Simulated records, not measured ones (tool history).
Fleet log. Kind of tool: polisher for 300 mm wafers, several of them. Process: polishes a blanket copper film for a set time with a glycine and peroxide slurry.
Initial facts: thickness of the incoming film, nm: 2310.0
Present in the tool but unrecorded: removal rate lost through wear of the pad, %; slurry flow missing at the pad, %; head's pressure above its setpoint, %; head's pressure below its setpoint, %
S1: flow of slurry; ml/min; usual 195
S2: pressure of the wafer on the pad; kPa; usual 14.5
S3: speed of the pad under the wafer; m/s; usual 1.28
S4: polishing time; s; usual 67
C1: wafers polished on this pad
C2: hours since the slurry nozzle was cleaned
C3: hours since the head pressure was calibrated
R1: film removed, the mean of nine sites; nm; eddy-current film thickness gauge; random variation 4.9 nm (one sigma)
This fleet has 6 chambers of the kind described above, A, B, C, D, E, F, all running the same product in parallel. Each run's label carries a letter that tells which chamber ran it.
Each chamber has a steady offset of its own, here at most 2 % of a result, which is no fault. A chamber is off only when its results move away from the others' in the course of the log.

run	hour	S1	S2	S3	S4	C1	C2	C3	R1
# hour 5.6: chamber C: worn pad replaced by a new one
1E	10.9	195	14.5	1.28	67	374	304.8	347.2	343.42
2D	17.3	195	14.5	1.28	67	728	178.1	319.3	350.95
# hour 26.1: chamber D: worn pad replaced by a new one
3A	30.7	195	14.5	1.28	67	427	233.1	319.5	355.52
4B	41.0	195	14.5	1.28	67	593	403.1	98.2	358.38
5F	46.9	195	14.5	1.28	67	620	227.0	473.7	372.21
6C	56.6	195	14.5	1.28	67	619	252.0	389.3	348.96
# hour 62.2: chamber A: worn pad replaced by a new one
7F	63.8	195	14.5	1.28	67	826	243.9	490.6	362.61
# hour 68.2: chamber F: worn pad replaced by a new one
# hour 69.3: chamber C: head pressure recalibrated
8D	75.3	195	14.5	1.28	67	597	236.1	377.3	360.86
# hour 78.9: chamber B: worn pad replaced by a new one
9B	85.6	195	14.5	1.28	67	81	447.7	142.8	356.17
# hour 92.7: chamber D: worn pad replaced by a new one
10E	93.8	195	14.5	1.28	67	1380	387.7	430.1	353.14
# hour 103.0: chamber A: slurry nozzle cleaned
# hour 104.1: chamber C: worn pad replaced by a new one
# hour 106.5: chamber E: worn pad replaced by a new one
11A	107.0	195	14.5	1.28	67	544	4.1	395.8	357.98
12C	117.5	195	14.5	1.28	67	162	312.9	48.2	354.42
13F	127.0	195	14.5	1.28	67	713	307.1	553.8	357.97
# hour 127.1: chamber D: slurry nozzle cleaned
# hour 128.3: chamber C: slurry nozzle cleaned
14A	137.3	195	14.5	1.28	67	911	34.4	426.1	355.58
# hour 141.2: chamber F: worn pad replaced by a new one
15D	143.4	195	14.5	1.28	67	616	16.4	445.4	349.08
# hour 148.4: chamber A: worn pad replaced by a new one
16E	153.8	195	14.5	1.28	67	574	447.7	490.1	349.91
# hour 154.1: chamber B: worn pad replaced by a new one
17C	164.1	195	14.5	1.28	67	728	35.8	94.8	355.58
# hour 168.8: chamber D: worn pad replaced by a new one
18B	174.8	240	14.5	1.58	67	252	536.9	232.0	436.84
19B	180.8	240	14.5	1.58	67	325	542.9	238.0	444.63
# hour 187.7: chamber C: worn pad replaced by a new one
20C	188.5	240	14.5	1.58	67	10	60.2	119.2	443.56
21A	200.1	240	14.5	1.58	67	627	97.2	488.9	449.72
# hour 205.1: chamber B: slurry nozzle cleaned
22D	208.8	240	14.5	1.58	67	485	81.8	510.8	442.55
23F	221.8	240	14.5	1.58	67	978	401.9	648.6	434.10
24E	229.8	195	10.3	1.12	67	1496	523.7	566.1	239.72
# hour 230.5: chamber A: worn pad replaced by a new one
# hour 231.5: chamber F: worn pad replaced by a new one
25F	238.6	195	10.3	1.12	67	86	418.7	665.4	247.60
# hour 239.5: chamber E: worn pad replaced by a new one
# hour 239.6: chamber D: worn pad replaced by a new one
# hour 241.1: chamber B: worn pad replaced by a new one
# hour 242.7: chamber E: head pressure recalibrated
26A	250.3	195	10.3	1.12	67	240	147.4	539.1	246.80
27E	257.2	195	10.3	1.12	67	214	551.1	14.6	241.17
# hour 260.3: chamber A: head pressure recalibrated
28D	266.9	195	10.3	1.12	67	331	139.9	568.9	241.33
# hour 268.6: chamber C: worn pad replaced by a new one
29C	280.3	195	10.3	1.12	67	142	152.0	211.0	244.04
30B	287.0	195	14.5	1.28	67	557	81.9	344.2	364.42
# hour 297.2: chamber A: worn pad replaced by a new one
31D	298.0	195	14.5	1.28	67	708	171.0	600.0	353.70
# hour 305.2: chamber F: worn pad replaced by a new one
32A	308.6	195	14.5	1.28	67	139	205.7	48.4	347.81
33E	317.3	140	14.5	1.66	67	944	611.2	74.7	418.47
# hour 325.4: chamber D: worn pad replaced by a new one
# hour 325.8: chamber B: worn pad replaced by a new one
34B	328.4	140	14.5	1.66	67	31	123.3	385.6	427.76
35F	339.7	140	14.5	1.66	67	419	519.8	766.5	431.85
36C	347.9	140	14.5	1.66	67	962	219.6	278.6	416.85
37C	358.8	140	14.5	1.66	67	1094	230.5	289.5	417.46
# hour 363.9: chamber E: worn pad replaced by a new one
38D	369.4	140	14.5	1.66	67	534	242.4	671.4	415.35
39E	376.3	195	14.5	1.52	67	150	670.2	133.7	414.35
40B	383.3	195	14.5	1.52	67	697	178.2	440.5	405.11

Is one chamber out of step, is the gauge drifting, or do the chambers differ by no more than their own small offsets? For an off chamber, give its letter and the likeliest cause.

Nothing is wrong: each chamber keeps only its own small, steady offset and the gauge holds still.
